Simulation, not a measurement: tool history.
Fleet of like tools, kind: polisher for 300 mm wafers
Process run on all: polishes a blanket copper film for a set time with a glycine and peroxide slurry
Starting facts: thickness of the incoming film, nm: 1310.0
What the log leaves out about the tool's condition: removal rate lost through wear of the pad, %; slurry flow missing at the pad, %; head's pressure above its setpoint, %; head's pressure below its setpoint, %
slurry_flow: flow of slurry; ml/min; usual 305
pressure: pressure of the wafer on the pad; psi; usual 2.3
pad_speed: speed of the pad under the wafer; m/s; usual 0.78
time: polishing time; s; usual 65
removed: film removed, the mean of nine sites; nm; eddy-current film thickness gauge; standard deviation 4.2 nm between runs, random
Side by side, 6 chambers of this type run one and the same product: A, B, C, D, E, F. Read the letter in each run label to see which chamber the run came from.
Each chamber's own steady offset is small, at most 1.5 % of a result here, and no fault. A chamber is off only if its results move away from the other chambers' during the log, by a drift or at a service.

run   hour  slurry_flow  pressure  pad_speed  time  wafers polished on this pad  hours since the slurry nozzle was cleaned  hours since the head pressure was calibrated  removed
 1A    6.4          305       2.3       0.78    65                         1230                                       78.7                                         288.6   288.34
       9.4  -- chamber A: worn pad replaced by a new one
      12.2  -- chamber E: worn pad replaced by a new one
 2F   12.7          305       2.3       0.78    65                          887                                      143.3                                        1144.2    288.7
 3D   23.1          305       2.3       0.78    65                          564                                      148.5                                         510.7   298.17
 4B   32.5          305       2.3       0.78    65                          945                                       89.4                                           592   289.56
      38.7  -- chamber C: worn pad replaced by a new one
 5C     42          305       2.3       0.78    65                           41                                       61.8                                         718.2   289.48
      48.1  -- chamber D: worn pad replaced by a new one
 6E   49.3          305       2.3       0.78    65                          464                                      289.4                                         365.9   287.97
      50.4  -- chamber F: worn pad replaced by a new one
      52.7  -- chamber F: slurry nozzle cleaned
 7E   55.9          305       2.3       0.78    65                          546                                        296                                         372.5   283.48
 8B   61.3          305       2.3       0.88    65                         1305                                      118.2                                         620.8   316.96
        64  -- chamber B: head pressure recalibrated
 9A   69.2          305       2.3       0.88    65                          747                                      141.5                                         351.4    302.3
10D   79.1          305       2.3       0.88    65                          388                                      204.5                                         566.7   326.86
      80.2  -- chamber E: worn pad replaced by a new one
11C   89.2          305       2.3       0.88    65                          631                                        109                                         765.4   305.32
12F     98          305       2.3       0.88    65                          595                                       45.4                                        1229.5   322.29
13B  109.5          305       2.3       0.88    65                         1907                                      166.4                                          45.6   315.84
     112.9  -- chamber F: head pressure recalibrated
     116.3  -- chamber C: worn pad replaced by a new one
14A  119.7          305       2.3       0.78    65                         1378                                        192                                         401.9   289.55
     124.3  -- chamber A: worn pad replaced by a new one
     124.4  -- chamber D: worn pad replaced by a new one
15E  131.3          360       2.3       0.78    84                          639                                      371.4                                         447.9   377.38
16F  142.6          360       2.3       0.78    84                         1152                                         90                                          29.7   371.26
     144.7  -- chamber F: worn pad replaced by a new one
17C  152.6          360       2.3       0.78    84                          454                                      172.4                                         828.8   373.28
18D  158.3          360       2.3       0.78    84                          423                                      283.7                                         645.9   379.54
19F  165.2          360       2.3       0.78    84                          256                                      112.6                                          52.3   389.54
     167.1  -- chamber E: worn pad replaced by a new one
20B  172.6          360       2.3       0.78    84                         2696                                      229.5                                         108.7   369.78
21E  182.7          305       2.3       0.78    65                          195                                      422.8                                         499.3   292.87
22D  188.6          305       2.3       0.78    65                          802                                        314                                         676.2   291.63
23C    198          305       2.3       0.78    65                         1021                                      217.8                                         874.2   292.61
     198.1  -- chamber C: worn pad replaced by a new one
     202.1  -- chamber D: worn pad replaced by a new one
     207.4  -- chamber C: slurry nozzle cleaned
24A  208.5          305       2.3       0.78    65                         1053                                      280.8                                         490.7   292.29
25E  216.5          305       2.3       0.78    65                          618                                      456.6                                         533.1   284.56
26F    223          305       2.3       0.78    65                          978                                      170.4                                         110.1   287.66
     225.3  -- chamber A: worn pad replaced by a new one
     230.4  -- chamber B: slurry nozzle cleaned
27B  234.3          305       2.3       0.78    65                         3466                                          4                                         170.4   278.14
28A  241.7          305       2.3       0.78    65                          205                                        314                                         523.9   282.04
29C  248.1          305       2.3       0.78    65                          624                                       40.7                                         924.3   287.17
     249.9  -- chamber F: worn pad replaced by a new one
     253.2  -- chamber F: slurry nozzle cleaned
     253.4  -- chamber E: worn pad replaced by a new one
30D  254.6          305       2.3       0.78    65                          656                                        380                                         742.2   292.68
     255.4  -- chamber A: slurry nozzle cleaned
31E  260.6          305       2.3       0.78    65                           90                                      500.7                                         577.2   286.95
     271.4  -- chamber D: worn pad replaced by a new one
32A  272.1          305       2.3       0.78    65                          585                                       16.8                                         554.3   286.44
     278.4  -- chamber C: worn pad replaced by a new one
33C    281          390       2.8       0.78    65                           33                                       73.6                                         957.2   337.01
34B    291          390       2.8       0.78    65                         4175                                       60.7                                         227.1    327.6
35F  300.9          390       2.8       0.78    65                          638                                       47.8                                           188    331.9
36D  309.4          390       2.8       0.78    65                          475                                      434.8                                           797   347.74
37A  318.8          390       2.8       0.78    65                         1169                                       63.5                                           601   343.46
38F    328          390       2.8       0.78    65                          976                                       74.9                                         215.1   334.78
     330.8  -- chamber E: worn pad replaced by a new one
39E  339.5          305       2.3       0.96    55                          109                                      579.6                                         656.1   282.43
40D  350.1          305       2.3       0.96    55                          984                                      475.5                                         837.7   291.78
     356.9  -- chamber C: worn pad replaced by a new one
41B  358.2          305       2.3       0.96    55                         5014                                      127.9                                         294.3   272.35
     361.8  -- chamber F: worn pad replaced by a new one
42C  366.8          305       2.3       0.96    55                          124                                      159.4                                          1043   281.88
43E  373.3          305       2.3       0.96    55                          532                                      613.4                                         689.9   282.16
44F  381.9          305       2.3       0.96    55                          251                                      128.8                                           269   285.46

For the next run the whole fleet of 6 chambers uses the same settings. Give each chamber's results:
45A  390.3          305       2.3       0.56    65                                                                                                                              ?
45B  390.3          305       2.3       0.56    65                                                                                                                              ?
45C  390.3          305       2.3       0.56    65                                                                                                                              ?
45D  390.3          305       2.3       0.56    65                                                                                                                              ?
45E  390.3          305       2.3       0.56    65                                                                                                                              ?
45F  390.3          305       2.3       0.56    65                                                                                                                              ?

run  removed
45A   227.08
45B   205.69
45C   230.91
45D   233.81
45E   230.72
45F   228.69

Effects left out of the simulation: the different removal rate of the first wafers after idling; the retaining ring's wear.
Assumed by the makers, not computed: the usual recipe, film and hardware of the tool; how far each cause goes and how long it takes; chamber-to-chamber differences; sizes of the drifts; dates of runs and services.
